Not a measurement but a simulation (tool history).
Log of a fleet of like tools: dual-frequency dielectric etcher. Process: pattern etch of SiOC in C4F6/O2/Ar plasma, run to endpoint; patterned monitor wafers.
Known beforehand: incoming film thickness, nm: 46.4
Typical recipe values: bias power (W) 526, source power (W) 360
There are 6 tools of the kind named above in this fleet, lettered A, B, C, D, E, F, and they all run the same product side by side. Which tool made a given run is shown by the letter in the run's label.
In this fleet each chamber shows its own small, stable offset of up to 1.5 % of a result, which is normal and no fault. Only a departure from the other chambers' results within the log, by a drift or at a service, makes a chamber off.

run 1B day=0.321 | bias_power_(W)=526 source_power_(W)=360 | endpoint_time_(s)=15.797
run 2F day=0.642 | bias_power_(W)=526 source_power_(W)=360 | endpoint_time_(s)=16.099
run 3D day=1.004 | bias_power_(W)=526 source_power_(W)=360 | endpoint_time_(s)=15.829
run 4A day=1.358 | bias_power_(W)=526 source_power_(W)=360 | endpoint_time_(s)=15.767
-- day=1.362 chamber A: wet clean of the chamber
run 5C day=1.696 | bias_power_(W)=526 source_power_(W)=360 | endpoint_time_(s)=15.920
run 6E day=2.046 | bias_power_(W)=526 source_power_(W)=360 | endpoint_time_(s)=15.814
run 7A day=2.279 | bias_power_(W)=526 source_power_(W)=360 | endpoint_time_(s)=15.788
run 8C day=2.625 | bias_power_(W)=526 source_power_(W)=360 | endpoint_time_(s)=16.026
run 9F day=2.917 | bias_power_(W)=526 source_power_(W)=360 | endpoint_time_(s)=15.890
run 10E day=3.262 | bias_power_(W)=426 source_power_(W)=360 | endpoint_time_(s)=16.954
-- day=3.317 chamber D: wet clean of the chamber
run 11B day=3.617 | bias_power_(W)=426 source_power_(W)=360 | endpoint_time_(s)=17.105
run 12D day=3.925 | bias_power_(W)=426 source_power_(W)=360 | endpoint_time_(s)=17.187
run 13D day=4.208 | bias_power_(W)=426 source_power_(W)=360 | endpoint_time_(s)=17.233
run 14F day=4.546 | bias_power_(W)=426 source_power_(W)=360 | endpoint_time_(s)=17.266
run 15B day=4.883 | bias_power_(W)=426 source_power_(W)=360 | endpoint_time_(s)=16.984
run 16C day=5.088 | bias_power_(W)=526 source_power_(W)=360 | endpoint_time_(s)=16.064
run 17A day=5.479 | bias_power_(W)=526 source_power_(W)=360 | endpoint_time_(s)=15.799
run 18E day=5.850 | bias_power_(W)=526 source_power_(W)=360 | endpoint_time_(s)=15.883
run 19E day=6.246 | bias_power_(W)=526 source_power_(W)=360 | endpoint_time_(s)=15.754
run 20D day=6.592 | bias_power_(W)=526 source_power_(W)=360 | endpoint_time_(s)=15.909
run 21C day=6.908 | bias_power_(W)=526 source_power_(W)=360 | endpoint_time_(s)=16.305
run 22B day=7.262 | bias_power_(W)=648 source_power_(W)=400 | endpoint_time_(s)=13.874
run 23A day=7.542 | bias_power_(W)=648 source_power_(W)=400 | endpoint_time_(s)=14.015
run 24F day=7.762 | bias_power_(W)=648 source_power_(W)=400 | endpoint_time_(s)=14.228
run 25A day=8.000 | bias_power_(W)=648 source_power_(W)=400 | endpoint_time_(s)=13.960
run 26C day=8.204 | bias_power_(W)=648 source_power_(W)=400 | endpoint_time_(s)=14.376
run 27F day=8.508 | bias_power_(W)=648 source_power_(W)=400 | endpoint_time_(s)=14.148
run 28E day=8.750 | bias_power_(W)=625 source_power_(W)=360 | endpoint_time_(s)=14.792
run 29D day=9.146 | bias_power_(W)=625 source_power_(W)=360 | endpoint_time_(s)=14.786
run 30B day=9.425 | bias_power_(W)=625 source_power_(W)=360 | endpoint_time_(s)=14.769
run 31B day=9.679 | bias_power_(W)=625 source_power_(W)=360 | endpoint_time_(s)=14.754
run 32C day=10.075 | bias_power_(W)=625 source_power_(W)=360 | endpoint_time_(s)=15.386
run 33F day=10.467 | bias_power_(W)=625 source_power_(W)=360 | endpoint_time_(s)=15.091
run 34E day=10.729 | bias_power_(W)=526 source_power_(W)=360 | endpoint_time_(s)=15.574
run 35A day=10.983 | bias_power_(W)=526 source_power_(W)=360 | endpoint_time_(s)=15.829
run 36D day=11.296 | bias_power_(W)=526 source_power_(W)=360 | endpoint_time_(s)=15.807
run 37C day=11.650 | bias_power_(W)=526 source_power_(W)=360 | endpoint_time_(s)=16.549
run 38D day=12.008 | bias_power_(W)=619 source_power_(W)=420 | endpoint_time_(s)=14.062

Has any chamber moved away from the others, gradually or after a service, or does the common gauge drift, or do the chambers differ only by their own small steady offsets? State the chamber and the most likely cause if one applies.

Chamber C drifts away from the others.
Cause: etch rate under this chamber's usual, % = 3.68.

Here are 4 candidates for chamber C's next run, each the usual settings with a change, their results left as question marks. Which one brings its results back in line with what the others give on the usual settings?
Counts as in line when no further than this from what the other chambers average on the usual settings: endpoint time (s) 0.260
run 39C-1 day=12.300 | bias_power_(W)=515 source_power_(W)=350 | endpoint_time_(s)=?
run 39C-2 day=12.300 | bias_power_(W)=589 source_power_(W)=360 | endpoint_time_(s)=?
run 39C-3 day=12.300 | bias_power_(W)=548 source_power_(W)=360 | endpoint_time_(s)=?
run 39C-4 day=12.300 | bias_power_(W)=526 source_power_(W)=320 | endpoint_time_(s)=?

Mean of the other chambers on the usual settings: endpoint time (s) 15.822
run=39C-1 endpoint_time_(s)=16.884
run=39C-2 endpoint_time_(s)=15.882
run=39C-3 endpoint_time_(s)=16.324
run=39C-4 endpoint_time_(s)=17.310
39C-2 is the one that brings the chamber's results back in line with the other chambers.
